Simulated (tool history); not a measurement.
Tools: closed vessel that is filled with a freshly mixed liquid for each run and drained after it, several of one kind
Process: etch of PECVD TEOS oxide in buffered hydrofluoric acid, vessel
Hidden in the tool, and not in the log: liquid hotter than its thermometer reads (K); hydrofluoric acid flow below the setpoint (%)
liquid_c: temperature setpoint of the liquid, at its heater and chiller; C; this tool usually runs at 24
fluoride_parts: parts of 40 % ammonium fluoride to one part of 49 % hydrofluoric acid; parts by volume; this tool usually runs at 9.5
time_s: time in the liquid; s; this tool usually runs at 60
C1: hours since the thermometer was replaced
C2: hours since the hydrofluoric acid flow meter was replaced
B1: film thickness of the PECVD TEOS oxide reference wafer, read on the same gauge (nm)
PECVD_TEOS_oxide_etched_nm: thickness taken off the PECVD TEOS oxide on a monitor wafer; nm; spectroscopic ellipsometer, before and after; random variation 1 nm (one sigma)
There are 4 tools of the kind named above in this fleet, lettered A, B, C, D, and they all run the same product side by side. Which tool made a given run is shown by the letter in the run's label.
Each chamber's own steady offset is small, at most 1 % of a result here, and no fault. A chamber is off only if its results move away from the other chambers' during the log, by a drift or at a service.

{"run": "1D", "day": 0.312, "liquid_c": 24, "fluoride_parts": 9.5, "time_s": 60, "C1": 1037.8, "C2": 39.5, "B1": 60.001, "PECVD_TEOS_oxide_etched_nm": 158.25}
{"run": "2B", "day": 0.75, "liquid_c": 24, "fluoride_parts": 9.5, "time_s": 60, "C1": 861.9, "C2": 1807, "B1": 60, "PECVD_TEOS_oxide_etched_nm": 156.11}
{"run": "3C", "day": 1.146, "liquid_c": 24, "fluoride_parts": 9.5, "time_s": 60, "C1": 602.1, "C2": 49.3, "B1": 59.987, "PECVD_TEOS_oxide_etched_nm": 157.04}
{"run": "4A", "day": 1.579, "liquid_c": 24, "fluoride_parts": 9.5, "time_s": 60, "C1": 509.2, "C2": 142, "B1": 59.98, "PECVD_TEOS_oxide_etched_nm": 158.21}
{"run": "5D", "day": 1.988, "liquid_c": 24, "fluoride_parts": 9.5, "time_s": 60, "C1": 1078, "C2": 79.7, "B1": 60.033, "PECVD_TEOS_oxide_etched_nm": 158.36}
{"run": "6C", "day": 2.4, "liquid_c": 24, "fluoride_parts": 9.5, "time_s": 60, "C1": 632.2, "C2": 79.4, "B1": 59.995, "PECVD_TEOS_oxide_etched_nm": 157.05}
{"run": "7A", "day": 2.604, "liquid_c": 24, "fluoride_parts": 9.5, "time_s": 60, "C1": 533.8, "C2": 166.6, "B1": 60.016, "PECVD_TEOS_oxide_etched_nm": 159.58}
{"run": "8B", "day": 2.962, "liquid_c": 24, "fluoride_parts": 9.5, "time_s": 60, "C1": 915, "C2": 1860.1, "B1": 60.023, "PECVD_TEOS_oxide_etched_nm": 155.74}
{"run": "9B", "day": 3.346, "liquid_c": 24, "fluoride_parts": 9.5, "time_s": 60, "C1": 924.2, "C2": 1869.3, "B1": 60.029, "PECVD_TEOS_oxide_etched_nm": 157.43}
{"run": "10C", "day": 3.608, "liquid_c": 28.5, "fluoride_parts": 9.5, "time_s": 40, "C1": 661.2, "C2": 108.4, "B1": 59.974, "PECVD_TEOS_oxide_etched_nm": 135.22}
{"run": "11D", "day": 3.829, "liquid_c": 28.5, "fluoride_parts": 9.5, "time_s": 40, "C1": 1122.2, "C2": 123.9, "B1": 59.995, "PECVD_TEOS_oxide_etched_nm": 133.25}
{"run": "12A", "day": 4.054, "liquid_c": 28.5, "fluoride_parts": 9.5, "time_s": 40, "C1": 568.6, "C2": 201.4, "B1": 59.991, "PECVD_TEOS_oxide_etched_nm": 133.4}
{"run": "13A", "day": 4.471, "liquid_c": 28.5, "fluoride_parts": 9.5, "time_s": 40, "C1": 578.6, "C2": 211.4, "B1": 60.018, "PECVD_TEOS_oxide_etched_nm": 135.37}
{"run": "14C", "day": 4.788, "liquid_c": 24, "fluoride_parts": 9.5, "time_s": 60, "C1": 689.5, "C2": 136.7, "B1": 59.979, "PECVD_TEOS_oxide_etched_nm": 156.71}
{"run": "15B", "day": 5.075, "liquid_c": 24, "fluoride_parts": 9.5, "time_s": 60, "C1": 965.7, "C2": 1910.8, "B1": 59.984, "PECVD_TEOS_oxide_etched_nm": 157.91}
{"day": 5.408, "done": "chamber B: hydrofluoric acid flow meter replaced"}
{"run": "16D", "day": 5.5, "liquid_c": 24, "fluoride_parts": 9.5, "time_s": 60, "C1": 1162.3, "C2": 164, "B1": 60.009, "PECVD_TEOS_oxide_etched_nm": 158.93}
{"run": "17B", "day": 5.871, "liquid_c": 24, "fluoride_parts": 9.5, "time_s": 60, "C1": 984.8, "C2": 11.2, "B1": 59.999, "PECVD_TEOS_oxide_etched_nm": 158.17}
{"run": "18A", "day": 6.254, "liquid_c": 24, "fluoride_parts": 9.5, "time_s": 60, "C1": 621.4, "C2": 254.2, "B1": 59.973, "PECVD_TEOS_oxide_etched_nm": 159.1}
{"run": "19D", "day": 6.5, "liquid_c": 24, "fluoride_parts": 8, "time_s": 60, "C1": 1186.3, "C2": 188, "B1": 60.008, "PECVD_TEOS_oxide_etched_nm": 184.97}
{"run": "20C", "day": 6.954, "liquid_c": 24, "fluoride_parts": 8, "time_s": 60, "C1": 741.5, "C2": 188.7, "B1": 60.007, "PECVD_TEOS_oxide_etched_nm": 183.38}
{"run": "21B", "day": 7.25, "liquid_c": 24, "fluoride_parts": 8, "time_s": 60, "C1": 1017.9, "C2": 44.3, "B1": 60.018, "PECVD_TEOS_oxide_etched_nm": 184}
{"run": "22C", "day": 7.475, "liquid_c": 24, "fluoride_parts": 8, "time_s": 60, "C1": 754, "C2": 201.2, "B1": 59.989, "PECVD_TEOS_oxide_etched_nm": 185.06}
{"run": "23A", "day": 7.875, "liquid_c": 21.5, "fluoride_parts": 6, "time_s": 60, "C1": 660.3, "C2": 293.1, "B1": 59.989, "PECVD_TEOS_oxide_etched_nm": 214.6}
{"run": "24D", "day": 8.3, "liquid_c": 21.5, "fluoride_parts": 6, "time_s": 60, "C1": 1229.5, "C2": 231.2, "B1": 59.997, "PECVD_TEOS_oxide_etched_nm": 216.02}
{"run": "25D", "day": 8.517, "liquid_c": 21.5, "fluoride_parts": 6, "time_s": 60, "C1": 1234.7, "C2": 236.4, "B1": 60.006, "PECVD_TEOS_oxide_etched_nm": 215.77}
{"run": "26C", "day": 8.717, "liquid_c": 21.5, "fluoride_parts": 6, "time_s": 60, "C1": 783.8, "C2": 231, "B1": 60.03, "PECVD_TEOS_oxide_etched_nm": 211.89}
{"run": "27B", "day": 8.954, "liquid_c": 24, "fluoride_parts": 9.5, "time_s": 60, "C1": 1058.8, "C2": 85.2, "B1": 60.025, "PECVD_TEOS_oxide_etched_nm": 157.5}
{"run": "28A", "day": 9.208, "liquid_c": 24, "fluoride_parts": 9.5, "time_s": 60, "C1": 692.3, "C2": 325.1, "B1": 59.987, "PECVD_TEOS_oxide_etched_nm": 157.44}
{"run": "29D", "day": 9.538, "liquid_c": 24, "fluoride_parts": 9.5, "time_s": 60, "C1": 1259.2, "C2": 260.9, "B1": 59.991, "PECVD_TEOS_oxide_etched_nm": 157.06}

What goes on in this fleet: one chamber off, a drifting gauge, or nothing beyond the chambers' own small offsets? Name the chamber and the cause, if any.

No chamber stands off beyond its own small offset, and the gauge holds steady.

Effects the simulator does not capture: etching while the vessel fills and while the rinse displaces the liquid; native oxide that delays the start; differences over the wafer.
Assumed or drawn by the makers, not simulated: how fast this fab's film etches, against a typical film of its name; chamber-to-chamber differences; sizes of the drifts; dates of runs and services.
